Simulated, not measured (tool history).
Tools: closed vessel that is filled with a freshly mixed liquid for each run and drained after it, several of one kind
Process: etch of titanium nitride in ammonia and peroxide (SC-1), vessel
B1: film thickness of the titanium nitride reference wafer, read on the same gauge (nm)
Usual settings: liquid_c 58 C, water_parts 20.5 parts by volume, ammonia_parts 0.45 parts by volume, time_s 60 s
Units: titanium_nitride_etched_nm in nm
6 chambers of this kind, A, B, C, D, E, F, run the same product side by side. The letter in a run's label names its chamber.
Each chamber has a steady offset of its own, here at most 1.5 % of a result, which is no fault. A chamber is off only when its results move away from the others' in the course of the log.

Run 1E, day 0.225: usual settings; B1 79.984. Result: titanium_nitride_etched_nm 7.5132 nm.
Run 2A, day 0.567: usual settings; B1 80.007. Result: titanium_nitride_etched_nm 7.4048 nm.
Run 3D, day 0.796: usual settings; B1 80.043. Result: titanium_nitride_etched_nm 7.5373 nm.
Run 4C, day 1.104: usual settings; B1 80.037. Result: titanium_nitride_etched_nm 7.494 nm.
Run 5B, day 1.358: usual settings; B1 80.003. Result: titanium_nitride_etched_nm 7.5335 nm.
Run 6F, day 1.854: usual settings but ammonia_parts 0.35 parts by volume; B1 80.023. Result: titanium_nitride_etched_nm 7.2546 nm.
Run 7C, day 2.262: usual settings but ammonia_parts 0.35 parts by volume; B1 79.984. Result: titanium_nitride_etched_nm 7.118 nm.
Run 8F, day 2.642: usual settings but ammonia_parts 0.35 parts by volume; B1 80.009. Result: titanium_nitride_etched_nm 7.2786 nm.
Run 9B, day 2.875: usual settings but ammonia_parts 0.35 parts by volume; B1 79.987. Result: titanium_nitride_etched_nm 7.224 nm.
Run 10A, day 3.267: usual settings but ammonia_parts 0.35 parts by volume; B1 80.013. Result: titanium_nitride_etched_nm 7.0659 nm.
Run 11D, day 3.588: usual settings but ammonia_parts 0.35 parts by volume; B1 79.997. Result: titanium_nitride_etched_nm 7.2406 nm.
Run 12E, day 3.933: usual settings but water_parts 13 parts by volume; B1 80.023. Result: titanium_nitride_etched_nm 9.6457 nm.
At day 3.946: chamber A: ammonia flow meter replaced.
Run 13D, day 4.258: usual settings but water_parts 13 parts by volume; B1 80.029. Result: titanium_nitride_etched_nm 9.7212 nm.
Run 14E, day 4.746: usual settings but water_parts 13 parts by volume; B1 80.028. Result: titanium_nitride_etched_nm 9.6723 nm.
Run 15A, day 5.171: usual settings but water_parts 13 parts by volume; B1 80.019. Result: titanium_nitride_etched_nm 9.4578 nm.
Run 16C, day 5.421: usual settings but water_parts 13 parts by volume; B1 79.98. Result: titanium_nitride_etched_nm 9.7418 nm.
Run 17F, day 5.725: usual settings but water_parts 13 parts by volume; B1 80.021. Result: titanium_nitride_etched_nm 9.7653 nm.
Run 18B, day 6.104: usual settings; B1 79.997. Result: titanium_nitride_etched_nm 7.4506 nm.
Run 19F, day 6.588: usual settings; B1 80.023. Result: titanium_nitride_etched_nm 7.5786 nm.
Run 20D, day 6.975: usual settings but ammonia_parts 0.3 parts by volume; B1 79.983. Result: titanium_nitride_etched_nm 6.9974 nm.
Run 21A, day 7.254: usual settings but ammonia_parts 0.3 parts by volume; B1 79.992. Result: titanium_nitride_etched_nm 6.8487 nm.
Run 22E, day 7.708: usual settings but ammonia_parts 0.3 parts by volume; B1 80.003. Result: titanium_nitride_etched_nm 6.9136 nm.
At day 7.929: chamber A: new drum of ammonia solution connected.
Run 23C, day 8.033: usual settings but ammonia_parts 0.3 parts by volume; B1 80.003. Result: titanium_nitride_etched_nm 7.1096 nm.
Run 24B, day 8.408: usual settings but ammonia_parts 0.3 parts by volume; B1 80.009. Result: titanium_nitride_etched_nm 6.9745 nm.
Run 25D, day 8.812: usual settings but ammonia_parts 0.3 parts by volume; B1 79.984. Result: titanium_nitride_etched_nm 7.0353 nm.
Run 26A, day 9.204: usual settings; B1 79.996. Result: titanium_nitride_etched_nm 7.4711 nm.
Run 27B, day 9.529: usual settings; B1 79.99. Result: titanium_nitride_etched_nm 7.4653 nm.
Run 28F, day 10.017: usual settings; B1 80.033. Result: titanium_nitride_etched_nm 7.626 nm.
Run 29E, day 10.404: usual settings; B1 79.989. Result: titanium_nitride_etched_nm 7.4778 nm.
Run 30C, day 10.762: usual settings; B1 80.019. Result: titanium_nitride_etched_nm 7.8237 nm.
Run 31D, day 11.117: usual settings; B1 79.983. Result: titanium_nitride_etched_nm 7.5814 nm.
Run 32A, day 11.492: usual settings but ammonia_parts 0.6 parts by volume; B1 80.012. Result: titanium_nitride_etched_nm 7.7947 nm.
Run 33C, day 11.775: usual settings but ammonia_parts 0.6 parts by volume; B1 80.003. Result: titanium_nitride_etched_nm 8.2926 nm.
Run 34E, day 12.246: usual settings but ammonia_parts 0.6 parts by volume; B1 79.989. Result: titanium_nitride_etched_nm 7.8431 nm.
Run 35B, day 12.704: usual settings but ammonia_parts 0.6 parts by volume; B1 79.974. Result: titanium_nitride_etched_nm 7.9405 nm.
Run 36F, day 13.033: usual settings but ammonia_parts 0.6 parts by volume; B1 79.982. Result: titanium_nitride_etched_nm 7.9929 nm.

Next, every chamber runs the same settings. What will each give?
Run 37A, day 13.4: usual settings but ammonia_parts 0.6 parts by volume. Result: titanium_nitride_etched_nm ?.
Run 37B, day 13.4: usual settings but ammonia_parts 0.6 parts by volume. Result: titanium_nitride_etched_nm ?.
Run 37C, day 13.4: usual settings but ammonia_parts 0.6 parts by volume. Result: titanium_nitride_etched_nm ?.
Run 37D, day 13.4: usual settings but ammonia_parts 0.6 parts by volume. Result: titanium_nitride_etched_nm ?.
Run 37E, day 13.4: usual settings but ammonia_parts 0.6 parts by volume. Result: titanium_nitride_etched_nm ?.
Run 37F, day 13.4: usual settings but ammonia_parts 0.6 parts by volume. Result: titanium_nitride_etched_nm ?.

run  titanium_nitride_etched_nm
37A                      7.8618
37B                      7.9885
37C                      8.3598
37D                      7.9706
37E                      7.8925
37F                      8.0419
